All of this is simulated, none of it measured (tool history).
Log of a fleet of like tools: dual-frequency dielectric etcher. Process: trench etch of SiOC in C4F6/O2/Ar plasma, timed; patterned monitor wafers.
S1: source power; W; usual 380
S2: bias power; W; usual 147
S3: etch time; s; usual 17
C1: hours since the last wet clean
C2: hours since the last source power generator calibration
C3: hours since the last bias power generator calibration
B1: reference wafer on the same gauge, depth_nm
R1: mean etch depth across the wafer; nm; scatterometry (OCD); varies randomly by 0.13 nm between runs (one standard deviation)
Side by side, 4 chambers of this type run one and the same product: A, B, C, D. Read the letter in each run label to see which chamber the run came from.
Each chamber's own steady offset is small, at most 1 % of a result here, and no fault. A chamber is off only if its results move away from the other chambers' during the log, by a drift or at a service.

{"run": "1D", "hour": 2.6, "S1": 380, "S2": 147, "S3": 17, "C1": 102.3, "C2": 108.2, "C3": 127.4, "B1": 33.797, "R1": 32.518}
{"run": "2B", "hour": 5.3, "S1": 380, "S2": 147, "S3": 17, "C1": 325, "C2": 1000, "C3": 2143.7, "B1": 33.794, "R1": 32.847}
{"run": "3C", "hour": 7.8, "S1": 380, "S2": 147, "S3": 17, "C1": 75.4, "C2": 264.4, "C3": 1335.5, "B1": 33.774, "R1": 32.274}
{"run": "4A", "hour": 12.0, "S1": 380, "S2": 147, "S3": 17, "C1": 431.8, "C2": 1399.4, "C3": 814.3, "B1": 33.818, "R1": 32.514}
{"run": "5D", "hour": 16.2, "S1": 380, "S2": 147, "S3": 17, "C1": 115.9, "C2": 121.8, "C3": 141, "B1": 33.798, "R1": 32.441}
{"run": "6A", "hour": 18.4, "S1": 380, "S2": 147, "S3": 17, "C1": 438.2, "C2": 1405.8, "C3": 820.7, "B1": 33.796, "R1": 32.926}
{"run": "7B", "hour": 20.5, "S1": 380, "S2": 147, "S3": 17, "C1": 340.2, "C2": 1015.2, "C3": 2158.9, "B1": 33.824, "R1": 32.614}
{"run": "8C", "hour": 22.6, "S1": 380, "S2": 147, "S3": 17, "C1": 90.2, "C2": 279.2, "C3": 1350.3, "B1": 33.79, "R1": 32.014}
{"run": "9A", "hour": 26.5, "S1": 440, "S2": 147, "S3": 15, "C1": 446.3, "C2": 1413.9, "C3": 828.8, "B1": 33.817, "R1": 30.499}
{"run": "10D", "hour": 29.2, "S1": 440, "S2": 147, "S3": 15, "C1": 128.9, "C2": 134.8, "C3": 154, "B1": 33.763, "R1": 30.359}
{"run": "11B", "hour": 33.1, "S1": 440, "S2": 147, "S3": 15, "C1": 352.8, "C2": 1027.8, "C3": 2171.5, "B1": 33.821, "R1": 30.56}
{"run": "12C", "hour": 35.1, "S1": 440, "S2": 147, "S3": 15, "C1": 102.7, "C2": 291.7, "C3": 1362.8, "B1": 33.788, "R1": 30.271}
{"run": "13A", "hour": 39.2, "S1": 350, "S2": 179, "S3": 17, "C1": 459, "C2": 1426.6, "C3": 841.5, "B1": 33.82, "R1": 33.712}
{"run": "14C", "hour": 41.8, "S1": 350, "S2": 179, "S3": 17, "C1": 109.4, "C2": 298.4, "C3": 1369.5, "B1": 33.809, "R1": 33.194}
{"run": "15D", "hour": 44.2, "S1": 350, "S2": 179, "S3": 17, "C1": 143.9, "C2": 149.8, "C3": 169, "B1": 33.812, "R1": 33.287}
{"run": "16B", "hour": 48.0, "S1": 350, "S2": 179, "S3": 17, "C1": 367.7, "C2": 1042.7, "C3": 2186.4, "B1": 33.784, "R1": 33.22}
{"run": "17C", "hour": 50.2, "S1": 380, "S2": 147, "S3": 13.5, "C1": 117.8, "C2": 306.8, "C3": 1377.9, "B1": 33.798, "R1": 25.593}
{"run": "18D", "hour": 54.1, "S1": 380, "S2": 147, "S3": 13.5, "C1": 153.8, "C2": 159.7, "C3": 178.9, "B1": 33.781, "R1": 25.737}
{"run": "19B", "hour": 56.3, "S1": 380, "S2": 147, "S3": 13.5, "C1": 376, "C2": 1051, "C3": 2194.7, "B1": 33.815, "R1": 25.862}
{"run": "20A", "hour": 59.7, "S1": 380, "S2": 147, "S3": 13.5, "C1": 479.5, "C2": 1447.1, "C3": 862, "B1": 33.776, "R1": 26.207}
{"run": "21D", "hour": 63.2, "S1": 290, "S2": 147, "S3": 14.5, "C1": 162.9, "C2": 168.8, "C3": 188, "B1": 33.775, "R1": 25.049}
{"run": "22B", "hour": 66.6, "S1": 290, "S2": 147, "S3": 14.5, "C1": 386.3, "C2": 1061.3, "C3": 2205, "B1": 33.78, "R1": 24.859}
{"run": "23A", "hour": 68.7, "S1": 290, "S2": 147, "S3": 14.5, "C1": 488.5, "C2": 1456.1, "C3": 871, "B1": 33.793, "R1": 25.219}
{"run": "24C", "hour": 72.7, "S1": 290, "S2": 147, "S3": 14.5, "C1": 140.3, "C2": 329.3, "C3": 1400.4, "B1": 33.79, "R1": 24.865}
{"run": "25D", "hour": 75.6, "S1": 380, "S2": 147, "S3": 17, "C1": 175.3, "C2": 181.2, "C3": 200.4, "B1": 33.784, "R1": 32.523}
{"run": "26C", "hour": 79.2, "S1": 380, "S2": 147, "S3": 17, "C1": 146.8, "C2": 335.8, "C3": 1406.9, "B1": 33.774, "R1": 32.076}
{"run": "27B", "hour": 82.0, "S1": 440, "S2": 114, "S3": 17, "C1": 401.7, "C2": 1076.7, "C3": 2220.4, "B1": 33.792, "R1": 31.566}
{"run": "28A", "hour": 84.2, "S1": 440, "S2": 114, "S3": 17, "C1": 504, "C2": 1471.6, "C3": 886.5, "B1": 33.847, "R1": 32.062}
{"run": "29B", "hour": 86.1, "S1": 440, "S2": 114, "S3": 17, "C1": 405.8, "C2": 1080.8, "C3": 2224.5, "B1": 33.821, "R1": 31.553}
{"run": "30C", "hour": 88.5, "S1": 440, "S2": 114, "S3": 17, "C1": 156.1, "C2": 345.1, "C3": 1416.2, "B1": 33.779, "R1": 31.598}
{"run": "31D", "hour": 90.6, "S1": 380, "S2": 147, "S3": 17, "C1": 190.3, "C2": 196.2, "C3": 215.4, "B1": 33.778, "R1": 32.341}

Which is it: a chamber that has drifted or been left off by a service, a gauge drift common to all chambers, or only each chamber's usual small offset? If a chamber is off, name it and its likeliest cause.

Little by little, chamber B moves away from the other chambers.
What lies behind it: etch rate under this chamber's usual, % = 2.75.

Chamber B could run next with any of the 4 candidate recipes listed below; each alters the usual settings, and their results appear as question marks. Which one brings its results back in line with what the other chambers deliver on the usual settings?
Allowed miss from the other chambers' usual-settings mean, per result, to count as in line: R1 0.45 nm
{"run": "32B-1", "hour": 93.8, "S1": 390, "S2": 150, "S3": 17, "R1": "?"}
{"run": "32B-2", "hour": 93.8, "S1": 430, "S2": 147, "S3": 17, "R1": "?"}
{"run": "32B-3", "hour": 93.8, "S1": 370, "S2": 146, "S3": 16.5, "R1": "?"}
{"run": "32B-4", "hour": 93.8, "S1": 380, "S2": 138, "S3": 17, "R1": "?"}

The other chambers' mean on the usual settings: R1 32.486 nm
run=32B-1 R1=32.356
run=32B-2 R1=33.402
run=32B-3 R1=30.518
run=32B-4 R1=31.236
Change 32B-1 lands the chamber within the allowed miss of the other chambers.
